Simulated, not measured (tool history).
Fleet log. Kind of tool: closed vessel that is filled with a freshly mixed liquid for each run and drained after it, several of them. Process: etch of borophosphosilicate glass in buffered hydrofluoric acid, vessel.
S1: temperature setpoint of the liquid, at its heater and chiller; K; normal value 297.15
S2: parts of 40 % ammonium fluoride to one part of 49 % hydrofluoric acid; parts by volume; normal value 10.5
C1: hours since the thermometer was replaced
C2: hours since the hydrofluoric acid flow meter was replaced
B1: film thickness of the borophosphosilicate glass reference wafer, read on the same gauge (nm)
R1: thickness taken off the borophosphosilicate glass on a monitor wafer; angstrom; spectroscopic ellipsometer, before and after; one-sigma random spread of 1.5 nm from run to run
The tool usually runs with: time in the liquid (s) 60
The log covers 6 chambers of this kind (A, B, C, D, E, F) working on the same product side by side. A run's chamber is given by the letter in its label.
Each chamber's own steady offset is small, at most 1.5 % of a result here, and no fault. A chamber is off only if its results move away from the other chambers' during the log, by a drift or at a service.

Run 1F, hour 6.4: usual settings; C1 733.9; C2 688.1; B1 129.94. Result: R1 1786.9 angstrom.
Run 2C, hour 15.2: usual settings; C1 330.9; C2 537.2; B1 130.07. Result: R1 1758.2 angstrom.
Run 3B, hour 21.6: usual settings; C1 264.5; C2 727.5; B1 130.05. Result: R1 1770.6 angstrom.
At hour 31.7: chamber F: hydrofluoric acid flow meter replaced.
Run 4D, hour 33.9: usual settings; C1 91.3; C2 138.5; B1 130.00. Result: R1 1781.1 angstrom.
Run 5A, hour 41.0: usual settings; C1 408.7; C2 655.4; B1 130.04. Result: R1 1783.7 angstrom.
Run 6E, hour 50.8: usual settings; C1 923.3; C2 1769.4; B1 130.04. Result: R1 1760.5 angstrom.
Run 7F, hour 57.1: usual settings; C1 784.6; C2 25.5; B1 130.02. Result: R1 1809.1 angstrom.
Run 8C, hour 66.5: usual settings; C1 382.2; C2 588.5; B1 130.01. Result: R1 1767.1 angstrom.
Run 9A, hour 72.7: usual settings; C1 440.4; C2 687.1; B1 130.00. Result: R1 1775.6 angstrom.
Run 10E, hour 81.6: usual settings; C1 954.1; C2 1800.2; B1 129.97. Result: R1 1751.4 angstrom.
Run 11D, hour 93.5: usual settings; C1 150.9; C2 198.1; B1 130.00. Result: R1 1777.8 angstrom.
At hour 96.2: chamber A: hydrofluoric acid flow meter replaced.
Run 12B, hour 99.6: usual settings; C1 342.5; C2 805.5; B1 130.00. Result: R1 1771.2 angstrom.
Run 13C, hour 109.8: usual settings; C1 425.5; C2 631.8; B1 130.00. Result: R1 1766.8 angstrom.
Run 14E, hour 121.5: usual settings; C1 994.0; C2 1840.1; B1 130.04. Result: R1 1772.7 angstrom.
Run 15B, hour 133.4: usual settings but S1 294.65 K; C1 376.3; C2 839.3; B1 130.01. Result: R1 1579.1 angstrom.
Run 16A, hour 141.3: usual settings but S1 294.65 K; C1 509.0; C2 45.2; B1 130.03. Result: R1 1583.6 angstrom.
At hour 148.2: chamber B: hydrofluoric acid flow meter replaced.
Run 17D, hour 148.7: usual settings but S1 294.65 K; C1 206.1; C2 253.3; B1 129.96. Result: R1 1558.7 angstrom.
Run 18F, hour 156.3: usual settings but S1 294.65 K; C1 883.8; C2 124.7; B1 130.00. Result: R1 1555.1 angstrom.
Run 19D, hour 162.9: usual settings but S1 294.65 K; C1 220.3; C2 267.5; B1 130.02. Result: R1 1552.2 angstrom.
Run 20A, hour 169.8: usual settings but S1 294.65 K; C1 537.5; C2 73.7; B1 129.97. Result: R1 1610.5 angstrom.
Run 21E, hour 182.1: usual settings; C1 1054.6; C2 1900.7; B1 130.02. Result: R1 1770.0 angstrom.
Run 22C, hour 189.6: usual settings; C1 505.3; C2 711.6; B1 130.02. Result: R1 1744.4 angstrom.
Run 23F, hour 199.9: usual settings; C1 927.4; C2 168.3; B1 129.98. Result: R1 1791.3 angstrom.
Run 24B, hour 212.0: usual settings; C1 454.9; C2 63.8; B1 129.97. Result: R1 1761.8 angstrom.
Run 25A, hour 218.6: usual settings; C1 586.3; C2 122.5; B1 129.98. Result: R1 1858.5 angstrom.
Run 26F, hour 227.8: usual settings but S2 8.0 parts by volume; C1 955.3; C2 196.2; B1 130.00. Result: R1 2287.2 angstrom.
Run 27D, hour 234.6: usual settings but S2 8.0 parts by volume; C1 292.0; C2 339.2; B1 129.95. Result: R1 2323.1 angstrom.
Run 28E, hour 242.7: usual settings but S2 8.0 parts by volume; C1 1115.2; C2 1961.3; B1 129.97. Result: R1 2229.4 angstrom.
Run 29B, hour 249.7: usual settings but S2 8.0 parts by volume; C1 492.6; C2 101.5; B1 130.04. Result: R1 2251.1 angstrom.
Run 30C, hour 260.5: usual settings but S2 8.0 parts by volume; C1 576.2; C2 782.5; B1 130.00. Result: R1 2286.4 angstrom.
Run 31B, hour 270.5: usual settings but S2 8.0 parts by volume; C1 513.4; C2 122.3; B1 129.96. Result: R1 2215.1 angstrom.
Run 32E, hour 278.0: usual settings; C1 1150.5; C2 1996.6; B1 130.00. Result: R1 1750.1 angstrom.
Run 33D, hour 287.5: usual settings; C1 344.9; C2 392.1; B1 130.03. Result: R1 1791.2 angstrom.
Run 34F, hour 297.0: usual settings; C1 1024.5; C2 265.4; B1 129.97. Result: R1 1773.1 angstrom.
Run 35A, hour 305.2: usual settings; C1 672.9; C2 209.1; B1 129.98. Result: R1 1893.1 angstrom.
Run 36C, hour 313.0: usual settings; C1 628.7; C2 835.0; B1 129.99. Result: R1 1781.5 angstrom.
Run 37B, hour 322.3: usual settings; C1 565.2; C2 174.1; B1 130.01. Result: R1 1748.1 angstrom.
Run 38C, hour 331.0: usual settings; C1 646.7; C2 853.0; B1 130.04. Result: R1 1771.0 angstrom.

For the next run the whole fleet of 6 chambers uses the same settings. Give each chamber's results:
Run 39A, hour 339.9: usual settings but S1 298.65 K. Result: R1 ?.
Run 39B, hour 339.9: usual settings but S1 298.65 K. Result: R1 ?.
Run 39C, hour 339.9: usual settings but S1 298.65 K. Result: R1 ?.
Run 39D, hour 339.9: usual settings but S1 298.65 K. Result: R1 ?.
Run 39E, hour 339.9: usual settings but S1 298.65 K. Result: R1 ?.
Run 39F, hour 339.9: usual settings but S1 298.65 K. Result: R1 ?.

run      R1
39A  2079.0
39B  1920.6
39C  1898.8
39D  1952.4
39E  1894.2
39F  1937.3
